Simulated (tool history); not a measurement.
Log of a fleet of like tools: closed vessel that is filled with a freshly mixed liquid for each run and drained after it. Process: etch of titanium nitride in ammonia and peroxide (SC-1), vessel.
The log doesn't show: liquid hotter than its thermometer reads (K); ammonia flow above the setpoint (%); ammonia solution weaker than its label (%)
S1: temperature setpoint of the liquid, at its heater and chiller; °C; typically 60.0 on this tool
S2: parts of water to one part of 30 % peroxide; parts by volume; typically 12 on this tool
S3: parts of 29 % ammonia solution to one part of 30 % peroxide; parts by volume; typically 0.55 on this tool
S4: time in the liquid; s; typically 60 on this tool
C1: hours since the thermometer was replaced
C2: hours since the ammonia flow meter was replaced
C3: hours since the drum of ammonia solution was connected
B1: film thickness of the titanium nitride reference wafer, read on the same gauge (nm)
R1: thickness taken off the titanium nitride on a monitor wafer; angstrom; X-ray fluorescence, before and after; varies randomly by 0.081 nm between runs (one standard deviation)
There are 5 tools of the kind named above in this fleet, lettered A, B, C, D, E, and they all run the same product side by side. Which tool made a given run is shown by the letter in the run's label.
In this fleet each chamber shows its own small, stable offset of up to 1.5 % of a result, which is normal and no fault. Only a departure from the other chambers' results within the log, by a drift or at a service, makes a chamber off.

run,hour,S1,S2,S3,S4,C1,C2,C3,B1,R1
1B,5.4,60.0,12,0.55,60,262.0,1594.6,479.1,90.014,86.363
2A,13.7,60.0,12,0.55,60,945.5,454.7,380.0,89.962,87.513
3E,21.1,60.0,12,0.55,60,2464.8,808.7,27.0,90.003,86.079
4C,28.9,60.0,12,0.55,60,702.9,641.4,783.3,90.030,87.968
5D,36.6,60.0,12,0.55,60,1047.4,225.5,105.3,89.995,86.503
6C,45.6,60.0,12,0.55,80,719.6,658.1,800.0,89.977,117.250
7D,50.5,60.0,12,0.55,80,1061.3,239.4,119.2,90.024,115.480
8A,59.0,60.0,12,0.55,80,990.8,500.0,425.3,89.969,119.140
9E,65.2,60.0,12,0.55,80,2508.9,852.8,71.1,89.977,118.280
10B,70.1,60.0,12,0.55,80,326.7,1659.3,543.8,90.012,117.960
11C,78.0,60.0,12,0.55,60,752.0,690.5,832.4,89.998,87.469
12D,82.1,60.0,12,0.55,75,1092.9,271.0,150.8,89.991,107.920
13B,86.6,60.0,12,0.55,75,343.2,1675.8,560.3,90.040,108.500
14A,91.0,60.0,12,0.55,75,1022.8,532.0,457.3,89.994,110.050
15E,98.9,60.0,12,0.55,75,2542.6,886.5,104.8,90.078,109.880
16E,104.4,60.0,12,0.55,75,2548.1,892.0,110.3,90.028,109.080
17A,111.8,60.0,12,0.55,60,1043.6,552.8,478.1,89.999,87.480
18D,117.9,60.0,12,0.55,60,1128.7,306.8,186.6,90.002,86.664
19C,123.9,69.5,12,0.55,60,797.9,736.4,878.3,90.023,159.520
# hour 128.6: chamber C: new drum of ammonia solution connected
# hour 130.7: chamber E: ammonia flow meter replaced
20B,132.9,69.5,12,0.55,60,389.5,1722.1,606.6,89.983,159.820
# hour 134.8: chamber B: new drum of ammonia solution connected
21C,139.5,69.5,12,0.55,60,813.5,752.0,11.0,90.005,161.680
22D,148.1,69.5,12,0.55,60,1158.9,337.0,216.8,89.985,159.160
23B,156.0,69.5,12,0.55,60,412.6,1745.2,21.2,89.996,163.790
24A,163.9,60.0,12,0.55,60,1095.7,604.9,530.2,89.975,89.109
# hour 164.6: chamber E: thermometer replaced
25E,172.2,60.0,12,0.45,60,7.7,41.6,178.1,90.026,85.752
26B,179.5,60.0,12,0.45,60,436.1,1768.7,44.7,89.990,87.372
27A,183.6,60.0,12,0.45,60,1115.4,624.6,549.9,90.054,86.699
28C,191.6,60.0,12,0.45,60,865.6,804.1,63.1,90.047,83.923
29E,199.5,60.0,12,0.45,60,35.0,68.9,205.4,90.022,84.315
30D,208.4,60.0,12,0.55,60,1219.2,397.3,277.1,89.962,87.226
# hour 214.3: chamber A: ammonia flow meter replaced
31C,216.0,60.0,12,0.55,60,890.0,828.5,87.5,89.970,86.974
32A,222.1,60.0,12,0.55,60,1153.9,7.9,588.4,89.989,88.670
33B,228.2,60.0,12,0.55,60,484.8,1817.4,93.4,90.025,92.406
34E,233.1,60.0,12,0.55,60,68.6,102.5,239.0,90.002,89.124
35D,238.2,60.0,12,0.55,60,1249.0,427.1,306.9,90.001,87.629
36A,243.9,60.0,12,0.55,60,1175.7,29.7,610.2,89.939,88.474
37C,251.3,60.0,17,0.55,35,925.3,863.8,122.8,89.983,42.666
38E,259.5,60.0,17,0.55,35,95.0,128.9,265.4,89.997,42.620
39D,267.9,60.0,17,0.55,35,1278.7,456.8,336.6,89.991,42.744
40B,273.1,60.0,17,0.55,35,529.7,1862.3,138.3,90.002,45.012
41A,277.1,60.0,17,0.55,35,1208.9,62.9,643.4,89.991,43.219
42E,281.3,60.0,12,0.55,60,116.8,150.7,287.2,90.001,87.740
43B,289.2,60.0,12,0.55,60,545.8,1878.4,154.4,90.019,95.840
44C,293.8,60.0,12,0.55,60,967.8,906.3,165.3,89.998,86.274

Next, every chamber runs the same settings. What will each give?
45A,300.4,60.0,12,0.55,60,,,,,?
45B,300.4,60.0,12,0.55,60,,,,,?
45C,300.4,60.0,12,0.55,60,,,,,?
45D,300.4,60.0,12,0.55,60,,,,,?
45E,300.4,60.0,12,0.55,60,,,,,?

run,R1
45A,87.210
45B,97.484
45C,87.223
45D,86.375
45E,87.146

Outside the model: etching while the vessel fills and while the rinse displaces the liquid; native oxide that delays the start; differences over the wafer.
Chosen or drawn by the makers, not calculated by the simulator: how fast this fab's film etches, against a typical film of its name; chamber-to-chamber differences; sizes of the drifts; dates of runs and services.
